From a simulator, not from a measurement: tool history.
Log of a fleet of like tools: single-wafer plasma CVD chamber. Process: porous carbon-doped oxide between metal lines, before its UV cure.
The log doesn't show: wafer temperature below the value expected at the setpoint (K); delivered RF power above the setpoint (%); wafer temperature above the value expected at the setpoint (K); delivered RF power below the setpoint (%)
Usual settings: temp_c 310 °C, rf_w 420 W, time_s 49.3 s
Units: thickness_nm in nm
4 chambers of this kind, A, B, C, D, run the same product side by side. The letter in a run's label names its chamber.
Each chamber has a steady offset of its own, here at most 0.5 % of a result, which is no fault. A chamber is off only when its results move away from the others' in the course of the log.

run	hour	temp_c	rf_w	time_s	hours since the last thermocouple change	hours since the last RF generator calibration	read-back reference wafer on the same gauge, thickness_nm	thickness_nm
1B	8.3	310	420	49.3	309.3	1589.2	249.92	217.65
2A	23.6	310	420	49.3	1599.4	1836.4	249.9	220.49
3C	34.9	310	420	49.3	171.5	527.6	250.25	218.34
4D	45.4	310	420	49.3	673	1863.5	250.14	219.46
5C	55.1	310	485	57.6	191.7	547.8	250.09	284.11
6D	70.8	310	485	57.6	698.4	1888.9	250.07	281.83
7B	84.8	310	485	57.6	385.8	1665.7	249.88	285.19
8A	99.5	310	485	57.6	1675.3	1912.3	249.7	285.04
9D	109.5	310	420	49.3	737.1	1927.6	250.23	220.05
10C	123.1	310	420	49.3	259.7	615.8	250.33	218.33
11A	137	310	420	49.3	1712.8	1949.8	249.75	222.33
12B	144.6	310	420	49.3	445.6	1725.5	250.05	217.52
13C	156.5	310	500	57.5	293.1	649.2	249.87	289.3
14A	164.4	310	500	57.5	1740.2	1977.2	250.04	288.35
15D	179.9	310	500	57.5	807.5	1998	249.87	293.1
16B	195.8	310	500	57.5	496.8	1776.7	249.8	287.69
17B	202.9	310	420	49.3	503.9	1783.8	250.15	222.35
# hour 214.9: chamber A: RF generator calibrated
18D	218.5	310	420	49.3	846.1	2036.6	249.72	218.58
19A	230.7	310	420	49.3	1806.5	15.8	250.25	218.09
20C	245.7	310	420	49.3	382.3	738.4	250.56	217.21
21C	258.5	310	420	49.3	395.1	751.2	249.77	216.84
22D	267.5	310	420	49.3	895.1	2085.6	250.27	218.76
23B	275.3	310	360	54.4	576.3	1856.2	250.28	214.07
24A	283.6	310	360	54.4	1859.4	68.7	250.14	212.97

What goes on in this fleet: one chamber off, a drifting gauge, or nothing beyond the chambers' own small offsets? Name the chamber and the cause, if any.

No chamber stands off beyond its own small offset, and the gauge holds steady.
